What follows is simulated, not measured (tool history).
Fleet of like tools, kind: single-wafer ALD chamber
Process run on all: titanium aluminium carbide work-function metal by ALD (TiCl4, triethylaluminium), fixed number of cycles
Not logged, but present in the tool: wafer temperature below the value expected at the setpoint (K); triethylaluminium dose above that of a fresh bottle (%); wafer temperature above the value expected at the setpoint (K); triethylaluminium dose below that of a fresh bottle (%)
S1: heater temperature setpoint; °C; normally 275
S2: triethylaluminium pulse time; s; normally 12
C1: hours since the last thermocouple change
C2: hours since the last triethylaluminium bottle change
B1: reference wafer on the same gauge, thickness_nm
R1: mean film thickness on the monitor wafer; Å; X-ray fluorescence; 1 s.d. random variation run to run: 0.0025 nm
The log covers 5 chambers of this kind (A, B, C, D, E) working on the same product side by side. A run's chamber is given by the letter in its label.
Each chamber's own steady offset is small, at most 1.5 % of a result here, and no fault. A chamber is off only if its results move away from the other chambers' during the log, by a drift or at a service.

-- hour=1.2 chamber B: triethylaluminium bottle replaced
run 1C hour=6.4 | S1=275 S2=12 | C1=633.5 C2=360.2 | B1=2.0703 | R1=18.183
run 2E hour=15.4 | S1=275 S2=12 | C1=1865.9 C2=379.9 | B1=2.0712 | R1=18.143
run 3B hour=29.4 | S1=275 S2=12 | C1=1242.9 C2=28.3 | B1=2.07 | R1=18.258
run 4A hour=36.9 | S1=275 S2=12 | C1=1220.7 C2=342.8 | B1=2.0708 | R1=18.261
run 5D hour=49.7 | S1=275 S2=12 | C1=644.4 C2=96.3 | B1=2.0715 | R1=17.911
run 6E hour=57.4 | S1=275 S2=12 | C1=1907.9 C2=421.9 | B1=2.0714 | R1=18.039
run 7A hour=67.7 | S1=282 S2=8.2 | C1=1251.5 C2=373.6 | B1=2.0722 | R1=18.077
run 8B hour=74 | S1=282 S2=8.2 | C1=1287.5 C2=72.9 | B1=2.0716 | R1=18.04
run 9D hour=81.8 | S1=282 S2=8.2 | C1=676.5 C2=128.4 | B1=2.0714 | R1=17.712
run 10C hour=89.4 | S1=282 S2=8.2 | C1=716.5 C2=443.2 | B1=2.0721 | R1=17.988
run 11E hour=101.6 | S1=282 S2=8.2 | C1=1952.1 C2=466.1 | B1=2.0732 | R1=17.919
-- hour=107.5 chamber B: thermocouple changed; heater temperature recalibrated
run 12B hour=111.6 | S1=261 S2=12 | C1=4.1 C2=110.5 | B1=2.073 | R1=17.084
run 13D hour=124.9 | S1=261 S2=12 | C1=719.6 C2=171.5 | B1=2.0731 | R1=16.762
run 14A hour=138 | S1=261 S2=12 | C1=1321.8 C2=443.9 | B1=2.0738 | R1=17.077
run 15C hour=149.5 | S1=261 S2=12 | C1=776.6 C2=503.3 | B1=2.0734 | R1=17.017
run 16E hour=160.9 | S1=261 S2=12 | C1=2011.4 C2=525.4 | B1=2.0746 | R1=16.888
run 17A hour=167.8 | S1=275 S2=12 | C1=1351.6 C2=473.7 | B1=2.0743 | R1=18.296
run 18C hour=176.8 | S1=275 S2=12 | C1=803.9 C2=530.6 | B1=2.0741 | R1=18.225
run 19B hour=188.5 | S1=288 S2=16.52 | C1=81 C2=187.4 | B1=2.0743 | R1=19.636
run 20D hour=197.6 | S1=288 S2=16.52 | C1=792.3 C2=244.2 | B1=2.075 | R1=19.344
run 21E hour=206.2 | S1=288 S2=16.52 | C1=2056.7 C2=570.7 | B1=2.0754 | R1=19.5
run 22C hour=214.4 | S1=288 S2=16.52 | C1=841.5 C2=568.2 | B1=2.0752 | R1=19.687
run 23B hour=227.8 | S1=288 S2=16.52 | C1=120.3 C2=226.7 | B1=2.0759 | R1=19.712
run 24A hour=237.3 | S1=275 S2=12 | C1=1421.1 C2=543.2 | B1=2.0762 | R1=18.298
run 25D hour=249.7 | S1=283 S2=12 | C1=844.4 C2=296.3 | B1=2.0763 | R1=18.679
run 26D hour=258.6 | S1=283 S2=12 | C1=853.3 C2=305.2 | B1=2.0772 | R1=18.673
run 27A hour=265.4 | S1=283 S2=12 | C1=1449.2 C2=571.3 | B1=2.0777 | R1=19.025
-- hour=267.9 chamber E: thermocouple changed; heater temperature recalibrated
run 28B hour=273 | S1=283 S2=12 | C1=165.5 C2=271.9 | B1=2.0772 | R1=18.926
run 29E hour=284.7 | S1=283 S2=12 | C1=16.8 C2=649.2 | B1=2.0769 | R1=18.853
run 30C hour=297.5 | S1=261 S2=13.83 | C1=924.6 C2=651.3 | B1=2.0781 | R1=17.212
run 31B hour=305.3 | S1=261 S2=13.83 | C1=197.8 C2=304.2 | B1=2.0779 | R1=17.287
run 32E hour=316.2 | S1=261 S2=13.83 | C1=48.3 C2=680.7 | B1=2.0784 | R1=17.083
run 33A hour=329.1 | S1=261 S2=13.83 | C1=1512.9 C2=635 | B1=2.0784 | R1=17.234
run 34C hour=340.7 | S1=261 S2=13.83 | C1=967.8 C2=694.5 | B1=2.0787 | R1=17.175
run 35D hour=347.9 | S1=275 S2=12 | C1=942.6 C2=394.5 | B1=2.0795 | R1=17.994
run 36D hour=359.2 | S1=275 S2=8.34 | C1=953.9 C2=405.8 | B1=2.08 | R1=17.257
run 37E hour=367.6 | S1=275 S2=8.34 | C1=99.7 C2=732.1 | B1=2.0796 | R1=17.44
run 38C hour=378.8 | S1=275 S2=8.34 | C1=1005.9 C2=732.6 | B1=2.0794 | R1=17.51
run 39A hour=388.1 | S1=275 S2=8.34 | C1=1571.9 C2=694 | B1=2.0802 | R1=17.588
run 40B hour=398 | S1=275 S2=8.34 | C1=290.5 C2=396.9 | B1=2.0811 | R1=17.577
run 41E hour=412 | S1=275 S2=12 | C1=144.1 C2=776.5 | B1=2.0811 | R1=18.17
run 42D hour=422.6 | S1=275 S2=12 | C1=1017.3 C2=469.2 | B1=2.0813 | R1=18.032
run 43B hour=431.9 | S1=275 S2=12 | C1=324.4 C2=430.8 | B1=2.0807 | R1=18.401
run 44C hour=440.5 | S1=275 S2=12 | C1=1067.6 C2=794.3 | B1=2.0813 | R1=18.317

Is one chamber off against the others, does the gauge drift, or is nothing wrong? If a chamber is off, say which, and what the likeliest cause is.

The shared gauge is drifting. All chambers look as if they move in step, but none is off.
Likeliest cause: gauge reads high (%) = 0.573.
